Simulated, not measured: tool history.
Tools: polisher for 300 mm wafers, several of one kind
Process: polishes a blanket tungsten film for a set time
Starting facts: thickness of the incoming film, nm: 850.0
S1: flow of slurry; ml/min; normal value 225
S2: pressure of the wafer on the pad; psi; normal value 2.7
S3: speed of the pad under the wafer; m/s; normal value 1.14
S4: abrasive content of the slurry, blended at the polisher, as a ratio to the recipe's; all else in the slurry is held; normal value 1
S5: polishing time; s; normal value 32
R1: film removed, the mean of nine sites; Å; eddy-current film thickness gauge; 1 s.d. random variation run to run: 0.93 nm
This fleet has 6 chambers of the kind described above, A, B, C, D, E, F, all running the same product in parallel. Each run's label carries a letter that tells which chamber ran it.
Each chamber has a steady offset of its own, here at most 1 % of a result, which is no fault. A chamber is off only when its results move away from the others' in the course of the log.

Run 1D, hour 3.9: usual settings. Result: R1 1096 Å.
At hour 5: chamber A: worn pad replaced by a new one.
Run 2F, hour 7: usual settings. Result: R1 1092.9 Å.
At hour 11.1: chamber C: worn pad replaced by a new one.
Run 3E, hour 11.2: usual settings. Result: R1 1088.2 Å.
At hour 12: chamber F: slurry blender recalibrated.
At hour 14.6: chamber B: worn pad replaced by a new one.
Run 4A, hour 14.6: usual settings. Result: R1 1105.1 Å.
At hour 15.2: chamber D: worn pad replaced by a new one.
At hour 16.3: chamber D: slurry tank refilled with fresh slurry and peroxide.
Run 5C, hour 16.9: usual settings. Result: R1 1095.9 Å.
Run 6B, hour 19.3: usual settings. Result: R1 1104.3 Å.
At hour 20.4: chamber E: worn pad replaced by a new one.
At hour 20.9: chamber E: slurry tank refilled with fresh slurry and peroxide.
Run 7E, hour 21.7: usual settings. Result: R1 1091.9 Å.
Run 8D, hour 26.3: usual settings. Result: R1 1107.9 Å.
Run 9A, hour 30.4: usual settings. Result: R1 1106.8 Å.
At hour 32.6: chamber F: worn pad replaced by a new one.
Run 10F, hour 33: usual settings. Result: R1 1104.7 Å.
Run 11C, hour 37.6: usual settings. Result: R1 1099.8 Å.
Run 12B, hour 40.1: usual settings. Result: R1 1093.9 Å.
Run 13B, hour 43.2: usual settings. Result: R1 1106 Å.
At hour 43.3: chamber B: slurry tank refilled with fresh slurry and peroxide.
Run 14D, hour 47.8: usual settings. Result: R1 1112.2 Å.
At hour 49.2: chamber C: slurry blender recalibrated.
At hour 52.3: chamber F: slurry tank refilled with fresh slurry and peroxide.
Run 15A, hour 52.3: usual settings. Result: R1 1147.9 Å.
At hour 55: chamber A: slurry tank refilled with fresh slurry and peroxide.
Run 16E, hour 56.2: usual settings. Result: R1 1098.8 Å.
Run 17C, hour 59.2: usual settings. Result: R1 1098.4 Å.
Run 18F, hour 63.4: usual settings but S5 38 s. Result: R1 1310.7 Å.
At hour 64.5: chamber C: worn pad replaced by a new one.
At hour 64.7: chamber A: worn pad replaced by a new one.
Run 19B, hour 66.1: usual settings but S5 38 s. Result: R1 1309.2 Å.
At hour 66.2: chamber B: slurry blender recalibrated.
At hour 68.1: chamber D: head pressure recalibrated.
Run 20D, hour 70.4: usual settings but S5 38 s. Result: R1 1308.3 Å.
At hour 71: chamber F: worn pad replaced by a new one.
At hour 72.4: chamber B: worn pad replaced by a new one.
At hour 73.7: chamber D: worn pad replaced by a new one.
Run 21F, hour 74: usual settings but S5 38 s. Result: R1 1304.9 Å.
Run 22A, hour 78: usual settings but S5 38 s. Result: R1 1388 Å.
Run 23E, hour 81.1: usual settings but S5 38 s. Result: R1 1301.1 Å.
Run 24C, hour 85.4: usual settings. Result: R1 1089.6 Å.
Run 25C, hour 89.3: usual settings. Result: R1 1114.8 Å.
At hour 91.6: chamber B: slurry nozzle cleaned.
Run 26F, hour 92.3: usual settings but S5 23 s. Result: R1 795.93 Å.
At hour 96.4: chamber C: slurry tank refilled with fresh slurry and peroxide.
Run 27A, hour 96.8: usual settings but S5 23 s. Result: R1 854.94 Å.
Run 28D, hour 100.5: usual settings but S5 23 s. Result: R1 799.12 Å.
At hour 103.1: chamber B: slurry tank refilled with fresh slurry and peroxide.
At hour 104.5: chamber F: slurry tank refilled with fresh slurry and peroxide.
Run 29B, hour 104.5: usual settings but S5 23 s. Result: R1 789.3 Å.
At hour 106.5: chamber F: worn pad replaced by a new one.
Run 30E, hour 108.9: usual settings but S5 23 s. Result: R1 771.79 Å.
At hour 111.1: chamber C: worn pad replaced by a new one.
Run 31E, hour 112.2: usual settings but S5 23 s. Result: R1 788.32 Å.
Run 32F, hour 116.4: usual settings. Result: R1 1105.6 Å.
Run 33A, hour 119.8: usual settings. Result: R1 1203.9 Å.
Run 34D, hour 122.7: usual settings. Result: R1 1103.1 Å.
Run 35C, hour 125.3: usual settings. Result: R1 1105.9 Å.
Run 36B, hour 128.6: usual settings. Result: R1 1102.9 Å.

Next, every chamber runs the same settings. What will each give?
Run 37A, hour 132: usual settings. Result: R1 ?.
Run 37B, hour 132: usual settings. Result: R1 ?.
Run 37C, hour 132: usual settings. Result: R1 ?.
Run 37D, hour 132: usual settings. Result: R1 ?.
Run 37E, hour 132: usual settings. Result: R1 ?.
Run 37F, hour 132: usual settings. Result: R1 ?.

run      R1
37A  1228.7
37B  1109.1
37C  1093.1
37D  1093.8
37E  1088.2
37F  1103.9

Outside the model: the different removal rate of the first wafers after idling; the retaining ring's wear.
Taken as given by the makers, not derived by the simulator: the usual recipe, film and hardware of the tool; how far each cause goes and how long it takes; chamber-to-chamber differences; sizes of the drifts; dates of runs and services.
